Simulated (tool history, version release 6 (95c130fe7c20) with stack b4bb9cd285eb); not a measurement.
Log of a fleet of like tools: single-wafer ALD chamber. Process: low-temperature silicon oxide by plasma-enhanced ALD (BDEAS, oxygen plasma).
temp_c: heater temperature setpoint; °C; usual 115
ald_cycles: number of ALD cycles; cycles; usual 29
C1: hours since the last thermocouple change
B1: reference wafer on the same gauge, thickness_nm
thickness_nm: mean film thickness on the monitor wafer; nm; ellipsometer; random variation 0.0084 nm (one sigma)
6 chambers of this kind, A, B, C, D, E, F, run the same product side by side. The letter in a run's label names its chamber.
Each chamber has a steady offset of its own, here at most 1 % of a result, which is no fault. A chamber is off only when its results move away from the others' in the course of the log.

{"run": "1A", "hour": 11.6, "temp_c": 115, "ald_cycles": 29, "C1": 1156.9, "B1": 4.3882, "thickness_nm": 4.0551}
{"run": "2D", "hour": 26.3, "temp_c": 115, "ald_cycles": 29, "C1": 72.5, "B1": 4.392, "thickness_nm": 4.0662}
{"run": "3F", "hour": 39.8, "temp_c": 115, "ald_cycles": 29, "C1": 2221.4, "B1": 4.3894, "thickness_nm": 4.033}
{"run": "4C", "hour": 49.2, "temp_c": 115, "ald_cycles": 29, "C1": 457.6, "B1": 4.3909, "thickness_nm": 4.0125}
{"run": "5E", "hour": 58.5, "temp_c": 115, "ald_cycles": 29, "C1": 2545.5, "B1": 4.3908, "thickness_nm": 3.9957}
{"run": "6B", "hour": 69.1, "temp_c": 115, "ald_cycles": 29, "C1": 627.9, "B1": 4.3902, "thickness_nm": 4.0392}
{"run": "7A", "hour": 84.2, "temp_c": 102, "ald_cycles": 23, "C1": 1229.5, "B1": 4.3899, "thickness_nm": 3.2706}
{"run": "8E", "hour": 92.6, "temp_c": 102, "ald_cycles": 23, "C1": 2579.6, "B1": 4.391, "thickness_nm": 3.2526}
{"run": "9F", "hour": 106.0, "temp_c": 102, "ald_cycles": 23, "C1": 2287.6, "B1": 4.3906, "thickness_nm": 3.2743}
{"run": "10B", "hour": 118.0, "temp_c": 102, "ald_cycles": 23, "C1": 676.8, "B1": 4.3898, "thickness_nm": 3.2776}
{"run": "11C", "hour": 130.9, "temp_c": 102, "ald_cycles": 23, "C1": 539.3, "B1": 4.3866, "thickness_nm": 3.2654}
{"run": "12D", "hour": 144.1, "temp_c": 102, "ald_cycles": 23, "C1": 190.3, "B1": 4.3894, "thickness_nm": 3.3061}
{"run": "13A", "hour": 154.0, "temp_c": 115, "ald_cycles": 29, "C1": 1299.3, "B1": 4.3906, "thickness_nm": 4.0402}
{"run": "14D", "hour": 164.6, "temp_c": 115, "ald_cycles": 29, "C1": 210.8, "B1": 4.3888, "thickness_nm": 4.0586}
{"hour": 166.3, "done": "chamber A: thermocouple changed; heater temperature recalibrated"}
{"run": "15E", "hour": 172.8, "temp_c": 102, "ald_cycles": 27, "C1": 2659.8, "B1": 4.3923, "thickness_nm": 3.8191}
{"run": "16F", "hour": 184.0, "temp_c": 102, "ald_cycles": 27, "C1": 2365.6, "B1": 4.3884, "thickness_nm": 3.8425}
{"run": "17B", "hour": 194.4, "temp_c": 102, "ald_cycles": 27, "C1": 753.2, "B1": 4.3887, "thickness_nm": 3.8592}
{"run": "18C", "hour": 208.5, "temp_c": 102, "ald_cycles": 27, "C1": 616.9, "B1": 4.3893, "thickness_nm": 3.8313}
{"run": "19D", "hour": 217.2, "temp_c": 102, "ald_cycles": 27, "C1": 263.4, "B1": 4.39, "thickness_nm": 3.8763}
{"run": "20E", "hour": 231.0, "temp_c": 102, "ald_cycles": 27, "C1": 2718.0, "B1": 4.3895, "thickness_nm": 3.8229}
{"run": "21F", "hour": 239.7, "temp_c": 115, "ald_cycles": 29, "C1": 2421.3, "B1": 4.3895, "thickness_nm": 4.0317}
{"run": "22B", "hour": 249.4, "temp_c": 115, "ald_cycles": 29, "C1": 808.2, "B1": 4.3892, "thickness_nm": 4.0512}
{"run": "23C", "hour": 260.7, "temp_c": 127, "ald_cycles": 29, "C1": 669.1, "B1": 4.3882, "thickness_nm": 3.9275}
{"run": "24A", "hour": 273.8, "temp_c": 127, "ald_cycles": 29, "C1": 107.6, "B1": 4.3901, "thickness_nm": 3.9684}
{"run": "25C", "hour": 286.8, "temp_c": 127, "ald_cycles": 29, "C1": 695.2, "B1": 4.3912, "thickness_nm": 3.9156}
{"run": "26A", "hour": 297.7, "temp_c": 127, "ald_cycles": 29, "C1": 131.5, "B1": 4.3883, "thickness_nm": 3.9784}
{"run": "27B", "hour": 306.5, "temp_c": 127, "ald_cycles": 29, "C1": 865.3, "B1": 4.3884, "thickness_nm": 3.957}
{"run": "28F", "hour": 319.2, "temp_c": 127, "ald_cycles": 29, "C1": 2500.8, "B1": 4.3897, "thickness_nm": 3.9554}
{"run": "29D", "hour": 327.4, "temp_c": 115, "ald_cycles": 29, "C1": 373.6, "B1": 4.388, "thickness_nm": 4.0535}
{"run": "30E", "hour": 335.8, "temp_c": 115, "ald_cycles": 29, "C1": 2822.8, "B1": 4.3874, "thickness_nm": 4.0248}
{"run": "31F", "hour": 347.9, "temp_c": 115, "ald_cycles": 29, "C1": 2529.5, "B1": 4.3908, "thickness_nm": 4.0274}
{"run": "32B", "hour": 357.3, "temp_c": 115, "ald_cycles": 29, "C1": 916.1, "B1": 4.3899, "thickness_nm": 4.0272}
{"hour": 362.8, "done": "chamber F: thermocouple changed; heater temperature recalibrated"}
{"run": "33E", "hour": 369.1, "temp_c": 115, "ald_cycles": 29, "C1": 2856.1, "B1": 4.3909, "thickness_nm": 4.006}
{"run": "34D", "hour": 382.2, "temp_c": 106, "ald_cycles": 29, "C1": 428.4, "B1": 4.3924, "thickness_nm": 4.132}
{"run": "35A", "hour": 395.7, "temp_c": 106, "ald_cycles": 29, "C1": 229.5, "B1": 4.3912, "thickness_nm": 4.1257}
{"run": "36C", "hour": 404.7, "temp_c": 106, "ald_cycles": 29, "C1": 813.1, "B1": 4.3886, "thickness_nm": 4.078}
{"run": "37F", "hour": 412.4, "temp_c": 106, "ald_cycles": 29, "C1": 49.7, "B1": 4.3892, "thickness_nm": 4.1035}
{"run": "38A", "hour": 424.6, "temp_c": 106, "ald_cycles": 29, "C1": 258.4, "B1": 4.3874, "thickness_nm": 4.1075}

Next, every chamber runs the same settings. What will each give?
{"run": "39A", "hour": 436.1, "temp_c": 115, "ald_cycles": 29, "thickness_nm": "?"}
{"run": "39B", "hour": 436.1, "temp_c": 115, "ald_cycles": 29, "thickness_nm": "?"}
{"run": "39C", "hour": 436.1, "temp_c": 115, "ald_cycles": 29, "thickness_nm": "?"}
{"run": "39D", "hour": 436.1, "temp_c": 115, "ald_cycles": 29, "thickness_nm": "?"}
{"run": "39E", "hour": 436.1, "temp_c": 115, "ald_cycles": 29, "thickness_nm": "?"}
{"run": "39F", "hour": 436.1, "temp_c": 115, "ald_cycles": 29, "thickness_nm": "?"}

run=39A thickness_nm=4.0666
run=39B thickness_nm=4.0514
run=39C thickness_nm=4.0220
run=39D thickness_nm=4.0512
run=39E thickness_nm=4.0040
run=39F thickness_nm=4.0338
